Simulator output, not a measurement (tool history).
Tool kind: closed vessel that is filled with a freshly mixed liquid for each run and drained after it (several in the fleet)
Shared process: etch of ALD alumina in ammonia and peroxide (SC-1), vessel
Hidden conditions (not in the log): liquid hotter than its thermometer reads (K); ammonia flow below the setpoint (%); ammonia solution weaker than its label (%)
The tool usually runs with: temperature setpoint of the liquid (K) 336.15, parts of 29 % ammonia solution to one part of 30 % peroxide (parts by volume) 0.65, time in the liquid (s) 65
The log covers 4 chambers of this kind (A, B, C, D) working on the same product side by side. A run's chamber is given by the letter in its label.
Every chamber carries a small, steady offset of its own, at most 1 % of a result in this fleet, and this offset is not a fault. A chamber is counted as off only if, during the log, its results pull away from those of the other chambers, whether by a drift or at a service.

run   hour  temperature setpoint of the liquid (K)  parts of 29 % ammonia solution to one part of 30 % peroxide (parts by volume)  time in the liquid (s)  hours since the thermometer was replaced  hours since the ammonia flow meter was replaced  hours since the drum of ammonia solution was connected  read-back film thickness of the ALD alumina reference wafer, read on the same gauge (nm)  thickness taken off the ALD alumina on a monitor wafer (nm)
 1C    4.8                                  336.15                                                                           0.65                      65                                     686.3                                           1645.0                                                   336.6                                                                                    149.96                                                       6.9378
 2B    9.1                                  336.15                                                                           0.65                      65                                     156.8                                            478.0                                                   184.9                                                                                    150.00                                                       6.8362
 3A   12.9                                  336.15                                                                           0.65                      65                                      21.1                                             70.6                                                   352.0                                                                                    149.98                                                       6.9164
 4D   16.0                                  336.15                                                                           0.65                      65                                     250.7                                           1015.2                                                   615.5                                                                                    150.00                                                       6.8929
 5A   19.6                                  336.15                                                                           0.65                      65                                      27.8                                             77.3                                                   358.7                                                                                    150.00                                                       6.8660
 6C   24.0                                  336.15                                                                           0.65                      65                                     705.5                                           1664.2                                                   355.8                                                                                    150.04                                                       6.9436
 7B   28.5                                  336.15                                                                           0.65                      65                                     176.2                                            497.4                                                   204.3                                                                                    149.98                                                       6.8266
 8D   33.5                                  336.15                                                                           0.65                      65                                     268.2                                           1032.7                                                   633.0                                                                                    150.01                                                       6.8532
 9D   38.7                                  336.15                                                                           0.65                      65                                     273.4                                           1037.9                                                   638.2                                                                                    150.01                                                       6.8709
10B   41.9                                  336.15                                                                           0.65                      65                                     189.6                                            510.8                                                   217.7                                                                                    149.95                                                       6.8241
11C   45.1                                  336.15                                                                           0.65                      65                                     726.6                                           1685.3                                                   376.9                                                                                    149.97                                                       6.9482
12A   49.4                                  336.15                                                                           0.65                      65                                      57.6                                            107.1                                                   388.5                                                                                    149.98                                                       6.9055
13C   52.2                                  336.15                                                                           0.65                      65                                     733.7                                           1692.4                                                   384.0                                                                                    150.04                                                       6.9267
14B   57.2                                  336.15                                                                           0.65                      65                                     204.9                                            526.1                                                   233.0                                                                                    149.98                                                       6.8391
15A   62.4                                  336.15                                                                           0.65                      65                                      70.6                                            120.1                                                   401.5                                                                                    149.99                                                       6.8888
16D   66.8                                  336.15                                                                           0.65                      65                                     301.5                                           1066.0                                                   666.3                                                                                    150.03                                                       6.9411
17A   72.3                                  336.15                                                                           0.65                      65                                      80.5                                            130.0                                                   411.4                                                                                    149.96                                                       6.9087
18B   77.7                                  336.15                                                                           0.65                      65                                     225.4                                            546.6                                                   253.5                                                                                    150.00                                                       6.8141
19C   80.4                                  336.15                                                                           0.65                      65                                     761.9                                           1720.6                                                   412.2                                                                                    150.00                                                       6.9596
20D   83.8                                  336.15                                                                           0.65                      65                                     318.5                                           1083.0                                                   683.3                                                                                    149.96                                                       6.9650
21D   89.4                                  336.15                                                                           0.65                      65                                     324.1                                           1088.6                                                   688.9                                                                                    150.06                                                       6.9500
22B   92.3                                  336.15                                                                           0.65                      65                                     240.0                                            561.2                                                   268.1                                                                                    150.04                                                       6.7874
23A   96.6                                  336.15                                                                           0.65                      65                                     104.8                                            154.3                                                   435.7                                                                                    150.04                                                       6.8898
24C  101.8                                  336.15                                                                           0.65                      65                                     783.3                                           1742.0                                                   433.6                                                                                    149.99                                                       6.9472
25A  105.5                                  336.15                                                                           0.65                      65                                     113.7                                            163.2                                                   444.6                                                                                    150.03                                                       6.8921
26C  110.4                                  336.15                                                                           0.65                      65                                     791.9                                           1750.6                                                   442.2                                                                                    150.01                                                       6.9394
27D  114.5                                  336.15                                                                           0.65                      65                                     349.2                                           1113.7                                                   714.0                                                                                    149.99                                                       6.9996
28B  117.2                                  336.15                                                                           0.65                      65                                     264.9                                            586.1                                                   293.0                                                                                    149.96                                                       6.8291
29A  121.6                                  336.15                                                                           0.65                      65                                     129.8                                            179.3                                                   460.7                                                                                    149.98                                                       6.9134
     124.3  -- chamber D: new drum of ammonia solution connected
     124.4  -- chamber C: thermometer replaced
30C  124.8                                  342.15                                                                           0.40                      65                                       0.5                                           1765.0                                                   456.6                                                                                    150.00                                                       8.9212
31D  128.9                                  342.15                                                                           0.40                      65                                     363.6                                           1128.1                                                     4.7                                                                                    150.01                                                       9.0244
32B  133.7                                  342.15                                                                           0.40                      65                                     281.4                                            602.6                                                   309.5                                                                                    149.96                                                       8.7779
33C  138.0                                  342.15                                                                           0.40                      65                                      13.7                                           1778.2                                                   469.8                                                                                    150.02                                                       8.8997
34D  141.5                                  336.15                                                                           0.65                      65                                     376.2                                           1140.7                                                    17.3                                                                                    149.99                                                       7.0150
35B  143.9                                  336.15                                                                           0.65                      65                                     291.6                                            612.8                                                   319.7                                                                                    150.04                                                       6.8098
36A  148.7                                  336.15                                                                           0.65                      65                                     156.9                                            206.4                                                   487.8                                                                                    150.02                                                       6.8632
37B  151.9                                  336.15                                                                           0.65                      65                                     299.6                                            620.8                                                   327.7                                                                                    149.96                                                       6.8012
38D  156.4                                  336.15                                                                           0.65                      65                                     391.1                                           1155.6                                                    32.2                                                                                    149.98                                                       7.0451
39A  161.4                                  336.15                                                                           0.65                      65                                     169.6                                            219.1                                                   500.5                                                                                    149.99                                                       6.8699
40C  165.0                                  336.15                                                                           0.65                      65                                      40.7                                           1805.2                                                   496.8                                                                                    150.00                                                       6.9118
41D  168.5                                  330.15                                                                           0.65                      65                                     403.2                                           1167.7                                                    44.3                                                                                    149.97                                                       5.1620

All chambers now run identical settings, listed one chamber a line with results as question marks. What results will each chamber show?
42A  172.5                                  336.15                                                                           0.65                      65                                                                                                                                                                                                                                                                                                         ?
42B  172.5                                  336.15                                                                           0.65                      65                                                                                                                                                                                                                                                                                                         ?
42C  172.5                                  336.15                                                                           0.65                      65                                                                                                                                                                                                                                                                                                         ?
42D  172.5                                  336.15                                                                           0.65                      65                                                                                                                                                                                                                                                                                                         ?

run  thickness taken off the ALD alumina on a monitor wafer (nm)
42A                                                       6.9012
42B                                                       6.8232
42C                                                       6.9181
42D                                                       7.0915
